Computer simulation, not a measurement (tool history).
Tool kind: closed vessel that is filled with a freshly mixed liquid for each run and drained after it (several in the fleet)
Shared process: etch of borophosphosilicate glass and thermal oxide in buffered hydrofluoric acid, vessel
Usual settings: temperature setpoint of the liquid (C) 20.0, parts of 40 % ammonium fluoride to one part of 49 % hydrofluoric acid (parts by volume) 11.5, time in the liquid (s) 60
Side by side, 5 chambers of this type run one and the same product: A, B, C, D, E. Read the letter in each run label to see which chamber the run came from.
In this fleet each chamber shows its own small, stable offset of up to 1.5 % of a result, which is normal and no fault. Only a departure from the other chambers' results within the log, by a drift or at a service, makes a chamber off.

| run | hour | temperature setpoint of the liquid (C) | parts of 40 % ammonium fluoride to one part of 49 % hydrofluoric acid (parts by volume) | time in the liquid (s) | read-back film thickness of the borophosphosilicate glass reference wafer, read on the same gauge (nm) | read-back film thickness of the thermal oxide reference wafer, read on the same gauge (nm) | thickness taken off the borophosphosilicate glass on a monitor wafer (angstrom) | thickness taken off the thermal oxide on a monitor wafer (angstrom) |
|---|---|---|---|---|---|---|---|---|
| 1C | 7.6 | 20.0 | 11.5 | 60 | 139.97 | 120.01 | 1211.40 | 487.74 |
| 2E | 13.8 | 20.0 | 11.5 | 60 | 140.04 | 119.96 | 1220.50 | 491.64 |
| 3B | 21.6 | 20.0 | 11.5 | 60 | 139.97 | 119.98 | 1206.50 | 492.34 |
| 4A | 33.4 | 20.0 | 11.5 | 60 | 140.01 | 120.03 | 1221.20 | 485.39 |
| 5D | 40.1 | 18.5 | 13.5 | 60 | 139.97 | 120.01 | 958.33 | 381.06 |
| 6C | 51.6 | 18.5 | 13.5 | 60 | 140.01 | 120.02 | 960.15 | 383.91 |
| 7A | 57.7 | 18.5 | 13.5 | 60 | 140.06 | 120.05 | 959.52 | 382.97 |
| 8E | 68.1 | 18.5 | 13.5 | 60 | 140.02 | 120.00 | 956.47 | 384.18 |
| 9D | 76.7 | 18.5 | 13.5 | 60 | 139.97 | 120.02 | 962.37 | 376.75 |
| 10B | 83.1 | 20.0 | 11.5 | 60 | 140.04 | 120.02 | 1206.10 | 490.82 |
| 11E | 95.8 | 20.0 | 11.5 | 60 | 139.97 | 119.99 | 1218.20 | 493.30 |
| 12A | 103.6 | 20.0 | 11.5 | 30 | 140.04 | 120.01 | 614.48 | 243.08 |
| 13D | 114.2 | 20.0 | 11.5 | 30 | 140.06 | 120.02 | 607.69 | 242.49 |
|  | 117.0 | chamber A: hydrofluoric acid flow meter replaced |
| 14C | 121.3 | 20.0 | 11.5 | 30 | 140.00 | 119.98 | 603.50 | 244.51 |
| 15B | 133.3 | 20.0 | 11.5 | 30 | 139.99 | 119.98 | 601.86 | 244.90 |
| 16B | 141.8 | 20.0 | 11.5 | 30 | 139.98 | 120.02 | 598.82 | 244.15 |
| 17C | 149.1 | 20.0 | 11.5 | 60 | 140.01 | 120.03 | 1215.40 | 488.48 |
| 18D | 155.1 | 20.0 | 11.5 | 60 | 140.03 | 119.99 | 1211.80 | 481.18 |
| 19A | 160.8 | 20.0 | 11.5 | 60 | 140.01 | 119.97 | 1223.20 | 483.05 |
| 20E | 172.4 | 20.0 | 11.5 | 60 | 140.05 | 120.01 | 1226.00 | 491.29 |
| 21A | 183.1 | 20.0 | 11.5 | 60 | 140.05 | 120.03 | 1227.70 | 484.02 |
| 22C | 189.6 | 20.0 | 13.5 | 75 | 139.99 | 119.98 | 1296.50 | 520.66 |
| 23B | 201.9 | 20.0 | 13.5 | 75 | 139.99 | 119.98 | 1283.30 | 522.11 |
| 24E | 207.4 | 20.0 | 13.5 | 75 | 140.03 | 119.97 | 1299.70 | 518.23 |
|  | 210.4 | chamber E: hydrofluoric acid flow meter replaced |
| 25D | 214.2 | 20.0 | 13.5 | 75 | 139.99 | 120.00 | 1297.30 | 517.36 |
| 26E | 222.7 | 20.0 | 13.5 | 75 | 139.98 | 119.98 | 1296.20 | 515.41 |
| 27B | 228.2 | 20.0 | 11.5 | 60 | 140.03 | 119.96 | 1206.30 | 488.77 |
| 28A | 236.8 | 20.0 | 11.5 | 60 | 139.97 | 119.99 | 1222.50 | 481.74 |
| 29C | 243.6 | 20.0 | 11.5 | 60 | 139.99 | 120.02 | 1214.60 | 489.92 |
| 30D | 253.7 | 20.0 | 11.5 | 60 | 139.94 | 119.98 | 1215.60 | 482.08 |
| 31A | 263.1 | 20.0 | 11.5 | 60 | 139.96 | 119.98 | 1229.40 | 485.95 |
| 32E | 270.9 | 20.0 | 10.0 | 60 | 139.94 | 120.05 | 1413.70 | 563.14 |
| 33C | 277.7 | 20.0 | 10.0 | 60 | 140.03 | 120.00 | 1392.20 | 563.07 |
| 34D | 286.3 | 20.0 | 10.0 | 60 | 140.00 | 119.99 | 1393.50 | 551.84 |
| 35B | 294.5 | 20.0 | 10.0 | 60 | 139.99 | 120.07 | 1381.50 | 566.06 |
| 36B | 302.7 | 20.0 | 10.0 | 60 | 140.05 | 119.95 | 1377.40 | 565.47 |
| 37D | 313.1 | 17.0 | 11.5 | 60 | 139.97 | 120.01 | 1029.70 | 411.81 |

Each of the 5 chambers runs these same settings next. Fill in every chamber's results:
| 38A | 322.2 | 20.0 | 11.5 | 85 |  |  | ? | ? |
| 38B | 322.2 | 20.0 | 11.5 | 85 |  |  | ? | ? |
| 38C | 322.2 | 20.0 | 11.5 | 85 |  |  | ? | ? |
| 38D | 322.2 | 20.0 | 11.5 | 85 |  |  | ? | ? |
| 38E | 322.2 | 20.0 | 11.5 | 85 |  |  | ? | ? |

| run | thickness taken off the borophosphosilicate glass on a monitor wafer (angstrom) | thickness taken off the thermal oxide on a monitor wafer (angstrom) |
|---|---|---|
| 38A | 1742.80 | 684.42 |
| 38B | 1718.30 | 691.45 |
| 38C | 1720.50 | 691.61 |
| 38D | 1715.00 | 684.93 |
| 38E | 1729.50 | 694.79 |

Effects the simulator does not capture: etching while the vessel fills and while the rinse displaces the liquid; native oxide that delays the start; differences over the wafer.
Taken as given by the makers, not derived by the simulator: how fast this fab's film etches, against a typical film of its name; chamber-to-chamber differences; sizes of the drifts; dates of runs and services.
